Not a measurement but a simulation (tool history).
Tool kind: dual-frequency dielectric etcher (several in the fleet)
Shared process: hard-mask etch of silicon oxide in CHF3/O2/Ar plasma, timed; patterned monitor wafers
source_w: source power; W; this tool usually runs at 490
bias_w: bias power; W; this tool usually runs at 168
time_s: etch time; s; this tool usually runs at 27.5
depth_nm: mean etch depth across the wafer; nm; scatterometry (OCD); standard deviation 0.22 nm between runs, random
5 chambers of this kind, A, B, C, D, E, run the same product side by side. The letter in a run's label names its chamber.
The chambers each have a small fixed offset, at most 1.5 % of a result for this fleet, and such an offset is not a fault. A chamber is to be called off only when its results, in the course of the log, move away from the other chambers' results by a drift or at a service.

run	hour	source_w	bias_w	time_s	read-back reference wafer on the same gauge, depth_nm	depth_nm
1B	4.1	490	168	27.5	44.187	48.236
2E	12.1	490	168	27.5	44.195	49.314
# hour 13.2: chamber E: wet clean of the chamber
3C	19.1	490	168	27.5	44.177	49.195
4A	25.3	490	168	27.5	44.175	49.656
# hour 26.9: chamber B: bias power generator calibrated
5D	29.5	490	168	27.5	44.214	49.68
6B	38.7	490	168	27.5	44.164	48.678
7E	43.2	490	168	27.5	44.189	48.54
8C	51.3	490	168	27.5	44.185	49.253
9D	59.5	490	168	27.5	44.208	49.531
10A	65.8	490	198	27.5	44.261	51.887
11A	70	490	198	27.5	44.223	51.679
12C	78.7	490	198	27.5	44.195	52.35
13D	87.1	490	198	27.5	44.186	52.523
14B	91.3	490	198	27.5	44.184	51.151
15E	98.7	490	168	27.5	44.182	48.831
# hour 101.4: chamber C: wet clean of the chamber
16E	105	490	168	27.5	44.18	48.874
17A	112.3	490	168	27.5	44.159	48.763
18B	118.8	490	186	27.5	44.178	50.336
19D	125.7	490	186	27.5	44.179	51.023
# hour 130.8: chamber A: wet clean of the chamber
20C	132.1	490	186	27.5	44.232	50.939
21B	137.4	490	186	27.5	44.207	50.222
22A	144.9	490	186	27.5	44.174	53.399
23C	153.7	490	168	27.5	44.231	49.2
24E	163	490	168	27.5	44.199	49.002
25D	170.3	490	168	27.5	44.234	49.704
26D	174.7	490	168	27.5	44.211	49.42
27E	179.3	490	168	27.5	44.206	48.682
28C	187.5	490	168	27.5	44.212	49.192
29A	195.8	490	168	27.5	44.209	51.703
30B	201.7	490	168	27.5	44.207	48.272
31E	206.2	490	168	27.5	44.251	48.892
32D	214.1	490	168	27.5	44.197	49.095
33B	222.4	490	168	27.5	44.189	48.365
34C	231	490	168	27.5	44.222	49.041

All 5 chambers run these settings next. Forecast each chamber's results:
35A	237.8	490	205	27.5		?
35B	237.8	490	205	27.5		?
35C	237.8	490	205	27.5		?
35D	237.8	490	205	27.5		?
35E	237.8	490	205	27.5		?

run	depth_nm
35A	55.41
35B	52.262
35C	52.648
35D	52.493
35E	52.88

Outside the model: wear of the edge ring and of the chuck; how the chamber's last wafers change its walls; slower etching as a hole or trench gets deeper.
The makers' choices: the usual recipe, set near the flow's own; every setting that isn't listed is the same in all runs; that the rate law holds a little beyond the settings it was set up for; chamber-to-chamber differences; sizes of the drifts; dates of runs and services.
